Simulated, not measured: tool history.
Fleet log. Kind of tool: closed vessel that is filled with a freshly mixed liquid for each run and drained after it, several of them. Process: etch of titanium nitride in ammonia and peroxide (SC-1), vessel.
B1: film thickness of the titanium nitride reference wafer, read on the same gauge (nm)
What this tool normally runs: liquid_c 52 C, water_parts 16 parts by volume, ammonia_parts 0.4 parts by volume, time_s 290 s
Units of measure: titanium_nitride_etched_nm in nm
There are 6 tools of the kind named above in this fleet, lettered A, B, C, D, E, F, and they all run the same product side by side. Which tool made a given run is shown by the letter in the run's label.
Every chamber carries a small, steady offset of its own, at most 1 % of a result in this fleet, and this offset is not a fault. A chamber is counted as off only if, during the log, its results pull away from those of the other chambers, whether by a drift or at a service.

-- hour=3 chamber B: new drum of ammonia solution connected
-- hour=5.8 chamber C: new drum of ammonia solution connected
run 1C hour=7.1 | liquid_c=52 water_parts=16 ammonia_parts=0.4 time_s=290 | B1=80.02 | titanium_nitride_etched_nm=18.144
run 2F hour=17 | liquid_c=52 water_parts=16 ammonia_parts=0.4 time_s=290 | B1=79.988 | titanium_nitride_etched_nm=18.125
run 3B hour=22.1 | liquid_c=52 water_parts=16 ammonia_parts=0.4 time_s=290 | B1=79.995 | titanium_nitride_etched_nm=18.089
run 4E hour=28.8 | liquid_c=52 water_parts=16 ammonia_parts=0.4 time_s=290 | B1=80.008 | titanium_nitride_etched_nm=18.157
run 5A hour=35.6 | liquid_c=52 water_parts=16 ammonia_parts=0.4 time_s=290 | B1=79.977 | titanium_nitride_etched_nm=18.234
-- hour=40.7 chamber D: thermometer replaced
run 6D hour=43.8 | liquid_c=52 water_parts=16 ammonia_parts=0.4 time_s=290 | B1=79.99 | titanium_nitride_etched_nm=18.301
run 7C hour=53.5 | liquid_c=52 water_parts=16 ammonia_parts=0.4 time_s=290 | B1=80.007 | titanium_nitride_etched_nm=18.249
-- hour=57.4 chamber C: thermometer replaced
run 8D hour=62.6 | liquid_c=52 water_parts=16 ammonia_parts=0.4 time_s=290 | B1=79.999 | titanium_nitride_etched_nm=18.147
run 9F hour=69.6 | liquid_c=52 water_parts=16 ammonia_parts=0.4 time_s=290 | B1=80.003 | titanium_nitride_etched_nm=18.05
run 10B hour=76.9 | liquid_c=52 water_parts=16 ammonia_parts=0.4 time_s=290 | B1=80.024 | titanium_nitride_etched_nm=18.013
run 11E hour=81.4 | liquid_c=45 water_parts=16 ammonia_parts=0.4 time_s=290 | B1=79.968 | titanium_nitride_etched_nm=11.188
run 12A hour=89.9 | liquid_c=45 water_parts=16 ammonia_parts=0.4 time_s=290 | B1=80 | titanium_nitride_etched_nm=11.009
-- hour=94.2 chamber A: thermometer replaced
-- hour=96.3 chamber D: new drum of ammonia solution connected
run 13B hour=99.8 | liquid_c=45 water_parts=16 ammonia_parts=0.4 time_s=290 | B1=79.993 | titanium_nitride_etched_nm=11.137
run 14A hour=105.5 | liquid_c=45 water_parts=16 ammonia_parts=0.4 time_s=290 | B1=79.994 | titanium_nitride_etched_nm=10.961
run 15F hour=114.6 | liquid_c=45 water_parts=16 ammonia_parts=0.4 time_s=290 | B1=79.999 | titanium_nitride_etched_nm=11.087
run 16D hour=123.6 | liquid_c=45 water_parts=16 ammonia_parts=0.4 time_s=290 | B1=80.018 | titanium_nitride_etched_nm=11.173
run 17C hour=130.8 | liquid_c=52 water_parts=16 ammonia_parts=0.6 time_s=290 | B1=79.991 | titanium_nitride_etched_nm=19.63
run 18E hour=137.5 | liquid_c=52 water_parts=16 ammonia_parts=0.6 time_s=290 | B1=79.998 | titanium_nitride_etched_nm=19.446
run 19E hour=143.3 | liquid_c=52 water_parts=16 ammonia_parts=0.6 time_s=290 | B1=79.999 | titanium_nitride_etched_nm=19.627
run 20A hour=151.8 | liquid_c=52 water_parts=16 ammonia_parts=0.6 time_s=290 | B1=80.015 | titanium_nitride_etched_nm=19.68
run 21F hour=157.2 | liquid_c=52 water_parts=16 ammonia_parts=0.6 time_s=290 | B1=80.04 | titanium_nitride_etched_nm=19.341
run 22D hour=162.9 | liquid_c=52 water_parts=16 ammonia_parts=0.6 time_s=290 | B1=79.98 | titanium_nitride_etched_nm=19.643
run 23B hour=170.6 | liquid_c=52 water_parts=16 ammonia_parts=0.4 time_s=290 | B1=80.02 | titanium_nitride_etched_nm=18.013
run 24C hour=176.7 | liquid_c=52 water_parts=16 ammonia_parts=0.4 time_s=290 | B1=79.962 | titanium_nitride_etched_nm=18.215
run 25F hour=183.3 | liquid_c=52 water_parts=16 ammonia_parts=0.4 time_s=290 | B1=80.021 | titanium_nitride_etched_nm=18.158
run 26A hour=193.2 | liquid_c=52 water_parts=16 ammonia_parts=0.4 time_s=290 | B1=79.983 | titanium_nitride_etched_nm=18.126
run 27C hour=201.3 | liquid_c=52 water_parts=16 ammonia_parts=0.4 time_s=290 | B1=80.019 | titanium_nitride_etched_nm=18.17
run 28D hour=211.4 | liquid_c=52 water_parts=16 ammonia_parts=0.4 time_s=290 | B1=79.988 | titanium_nitride_etched_nm=18.21
run 29B hour=221.5 | liquid_c=52 water_parts=16 ammonia_parts=0.4 time_s=290 | B1=79.991 | titanium_nitride_etched_nm=17.94
-- hour=227.6 chamber E: new drum of ammonia solution connected
run 30E hour=228.8 | liquid_c=52 water_parts=16 ammonia_parts=0.4 time_s=290 | B1=80 | titanium_nitride_etched_nm=18.4
run 31A hour=238.5 | liquid_c=52 water_parts=16 ammonia_parts=0.4 time_s=290 | B1=79.978 | titanium_nitride_etched_nm=17.982
run 32B hour=247.8 | liquid_c=52 water_parts=16 ammonia_parts=0.4 time_s=290 | B1=79.998 | titanium_nitride_etched_nm=17.994
run 33F hour=257.6 | liquid_c=52 water_parts=16 ammonia_parts=0.4 time_s=290 | B1=80.029 | titanium_nitride_etched_nm=18.027
run 34C hour=266.3 | liquid_c=52 water_parts=16 ammonia_parts=0.4 time_s=290 | B1=80 | titanium_nitride_etched_nm=18.301
run 35E hour=274 | liquid_c=52 water_parts=16 ammonia_parts=0.4 time_s=290 | B1=79.996 | titanium_nitride_etched_nm=18.465
run 36D hour=280 | liquid_c=52 water_parts=16 ammonia_parts=0.4 time_s=290 | B1=79.994 | titanium_nitride_etched_nm=18.189
-- hour=283.3 chamber F: thermometer replaced
run 37C hour=287.6 | liquid_c=52 water_parts=16 ammonia_parts=0.25 time_s=290 | B1=80.011 | titanium_nitride_etched_nm=16.714
run 38F hour=292.9 | liquid_c=52 water_parts=16 ammonia_parts=0.25 time_s=290 | B1=79.999 | titanium_nitride_etched_nm=16.481
run 39E hour=302.5 | liquid_c=52 water_parts=16 ammonia_parts=0.25 time_s=290 | B1=79.995 | titanium_nitride_etched_nm=17.053
run 40A hour=309.3 | liquid_c=52 water_parts=16 ammonia_parts=0.25 time_s=290 | B1=80.017 | titanium_nitride_etched_nm=16.418
run 41D hour=315.9 | liquid_c=52 water_parts=16 ammonia_parts=0.25 time_s=290 | B1=80.001 | titanium_nitride_etched_nm=16.762
run 42B hour=321.4 | liquid_c=52 water_parts=16 ammonia_parts=0.25 time_s=290 | B1=80.011 | titanium_nitride_etched_nm=16.478
run 43E hour=330 | liquid_c=52 water_parts=16 ammonia_parts=0.4 time_s=290 | B1=80.01 | titanium_nitride_etched_nm=18.757
run 44D hour=335.2 | liquid_c=52 water_parts=16 ammonia_parts=0.4 time_s=290 | B1=79.99 | titanium_nitride_etched_nm=18.176

What goes on in this fleet: one chamber off, a drifting gauge, or nothing beyond the chambers' own small offsets? Name the chamber and the cause, if any.

One chamber, E, drifts off from the rest bit by bit.
Cause: liquid hotter than its thermometer reads (K) = 0.507.

Chamber E could run next with any of the 4 candidate recipes listed below; each alters the usual settings, and their results appear as question marks. Which one brings its results back in line with what the other chambers deliver on the usual settings?
In line means no further than this from the other chambers' mean on the usual settings: titanium_nitride_etched_nm 0.24 nm
run 45E-1 hour=342.5 | liquid_c=52 water_parts=16 ammonia_parts=0.4 time_s=280 | titanium_nitride_etched_nm=?
run 45E-2 hour=342.5 | liquid_c=52 water_parts=16 ammonia_parts=0.55 time_s=290 | titanium_nitride_etched_nm=?
run 45E-3 hour=342.5 | liquid_c=52 water_parts=15 ammonia_parts=0.4 time_s=290 | titanium_nitride_etched_nm=?
run 45E-4 hour=342.5 | liquid_c=52 water_parts=18 ammonia_parts=0.4 time_s=290 | titanium_nitride_etched_nm=?

Other chambers, usual settings, mean: titanium_nitride_etched_nm 18.12 nm
run=45E-1 titanium_nitride_etched_nm=18.117
run=45E-2 titanium_nitride_etched_nm=19.9
run=45E-3 titanium_nitride_etched_nm=19.439
run=45E-4 titanium_nitride_etched_nm=17.582
It is 45E-1 that realigns the chamber with its peers.
